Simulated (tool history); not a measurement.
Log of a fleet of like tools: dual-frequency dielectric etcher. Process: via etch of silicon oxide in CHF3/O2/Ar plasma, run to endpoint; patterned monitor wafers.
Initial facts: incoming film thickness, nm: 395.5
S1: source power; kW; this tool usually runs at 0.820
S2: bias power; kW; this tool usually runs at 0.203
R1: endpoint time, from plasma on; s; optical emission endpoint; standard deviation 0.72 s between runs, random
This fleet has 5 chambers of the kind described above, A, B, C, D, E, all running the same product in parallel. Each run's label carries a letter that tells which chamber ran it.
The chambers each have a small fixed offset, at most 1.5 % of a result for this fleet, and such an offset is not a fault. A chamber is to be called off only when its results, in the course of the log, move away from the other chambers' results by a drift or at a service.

run	hour	S1	S2	R1
1D	12.1	0.820	0.203	170.25
2E	20.2	0.820	0.203	167.98
3C	33.1	0.820	0.203	168.50
4A	43.7	0.820	0.203	171.46
5B	51.2	0.820	0.203	170.35
6D	60.0	0.820	0.203	171.21
7A	76.4	0.820	0.203	171.58
8E	84.4	0.820	0.203	170.22
9B	93.5	0.820	0.203	169.75
10C	109.4	0.820	0.203	169.17
11E	120.8	0.820	0.203	168.07
12D	133.8	0.740	0.157	193.77
13A	144.4	0.740	0.157	193.87
# hour 150.4: chamber D: source power generator calibrated
14B	158.9	0.740	0.157	192.00
# hour 162.2: chamber A: bias power generator calibrated
15C	173.1	0.740	0.157	192.04
16C	186.1	0.740	0.157	190.38
17E	194.8	0.820	0.203	165.50
# hour 204.3: chamber B: wet clean of the chamber
18A	208.2	0.820	0.203	171.25
19D	220.6	0.820	0.203	170.36
20B	229.6	0.820	0.172	179.90
21A	238.8	0.820	0.172	181.10
# hour 241.6: chamber C: wet clean of the chamber
22B	254.3	0.820	0.172	178.87
23E	267.6	0.820	0.172	174.77
24D	282.4	0.820	0.172	178.92
25C	294.9	0.820	0.203	168.73
# hour 295.0: chamber D: wet clean of the chamber
26E	307.1	0.820	0.203	164.94
27A	319.2	0.820	0.203	170.63
28D	329.7	0.820	0.203	170.72
# hour 344.7: chamber A: wet clean of the chamber
29C	345.6	0.820	0.203	168.62
30B	358.6	0.820	0.203	169.17
31E	368.3	0.820	0.203	164.24
32B	382.9	0.820	0.203	170.70
33D	396.5	0.820	0.203	171.38
34C	412.8	0.820	0.203	168.98
35A	420.2	0.820	0.203	170.28
36B	427.4	0.970	0.235	151.40

Is one chamber out of step, is the gauge drifting, or do the chambers differ by no more than their own small offsets? For an off chamber, give its letter and the likeliest cause.

It is chamber E that slowly wanders off from its peers.
Most likely cause: etch rate over this chamber's usual, % = 4.41.

Here are 4 candidates for chamber E's next run, each the usual settings with a change, their results left as question marks. Which one brings its results back in line with what the others give on the usual settings?
In-line tolerance around the mean of the other chambers on the usual settings: R1 2.50 s
37E-1	439.3	0.850	0.210	?
37E-2	439.3	0.880	0.217	?
37E-3	439.3	0.770	0.203	?
37E-4	439.3	0.760	0.189	?

What the other chambers average on the usual settings: R1 170.09 s
run	R1
37E-1	157.82
37E-2	154.06
37E-3	165.68
37E-4	170.53
37E-4 is the one that brings the chamber's results back in line with the other chambers.
